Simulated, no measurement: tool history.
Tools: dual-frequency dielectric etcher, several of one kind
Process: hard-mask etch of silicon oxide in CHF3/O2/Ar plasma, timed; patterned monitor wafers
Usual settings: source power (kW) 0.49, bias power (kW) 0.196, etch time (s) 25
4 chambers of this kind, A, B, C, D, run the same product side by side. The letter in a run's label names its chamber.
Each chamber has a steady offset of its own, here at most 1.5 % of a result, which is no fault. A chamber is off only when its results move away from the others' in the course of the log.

run	day	source power (kW)	bias power (kW)	etch time (s)	hours since the last wet clean	hours since the last source power generator calibration	hours since the last bias power generator calibration	read-back reference wafer on the same gauge, depth_nm	mean etch depth across the wafer (nm)
1C	0.175	0.49	0.196	25	515.7	1521.3	3656.9	49.04	47.256
2A	0.392	0.49	0.196	25	228.8	1335.4	470.6	49.034	46.953
3D	0.579	0.49	0.196	25	113.8	1959.1	601.1	49.005	47.192
4B	0.738	0.49	0.196	25	252.5	19.4	1223.8	49.015	47.578
5A	0.888	0.49	0.196	25	240.7	1347.3	482.5	49	46.748
6B	1.046	0.49	0.196	25	259.9	26.8	1231.2	49.009	47.912
7C	1.279	0.49	0.196	25	542.2	1547.8	3683.4	48.969	47.146
8D	1.5	0.49	0.196	25	135.9	1981.2	623.2	49.006	47.026
9C	1.692	0.49	0.196	25	552.1	1557.7	3693.3	49.039	47.393
10A	1.821	0.49	0.196	25	263.1	1369.7	504.9	49.003	46.91
11B	2.038	0.49	0.196	25	283.7	50.6	1255	49.002	48.029
12D	2.212	0.49	0.196	25	153	1998.3	640.3	48.94	47.168
13A	2.417	0.49	0.196	25	277.4	1384	519.2	48.958	47.042
14D	2.638	0.49	0.196	25	163.2	2008.5	650.5	48.973	46.857
15B	2.812	0.49	0.196	25	302.3	69.2	1273.6	49.017	47.967
# day 2.854: chamber D: source power generator calibrated
16C	2.933	0.54	0.159	25	581.9	1587.5	3723.1	48.962	46.101
17D	3.058	0.54	0.159	25	173.3	4.9	660.6	49.025	45.553
18A	3.233	0.54	0.159	25	297	1403.6	538.8	48.998	45.605
19C	3.433	0.54	0.159	25	593.9	1599.5	3735.1	49.02	45.876
20B	3.583	0.49	0.196	25	320.8	87.7	1292.1	48.99	48.25
21B	3.812	0.49	0.196	25	326.3	93.2	1297.6	48.957	48.472
22D	3.925	0.49	0.196	25	194.1	25.7	681.4	48.953	46.965
23A	4.108	0.49	0.196	25	318	1424.6	559.8	48.963	47.074
24C	4.267	0.39	0.196	25	613.9	1619.5	3755.1	49.031	43.114
25B	4.496	0.39	0.196	25	342.7	109.6	1314	49.064	44.591
26D	4.633	0.39	0.196	25	211.1	42.7	698.4	48.94	42.939
27A	4.788	0.39	0.196	25	334.3	1440.9	576.1	48.969	43.001

All 4 chambers run these settings next. Forecast each chamber's results:
28A	4.958	0.57	0.196	25					?
28B	4.958	0.57	0.196	25					?
28C	4.958	0.57	0.196	25					?
28D	4.958	0.57	0.196	25					?

run	mean etch depth across the wafer (nm)
28A	49.376
28B	51.887
28C	49.586
28D	50.047
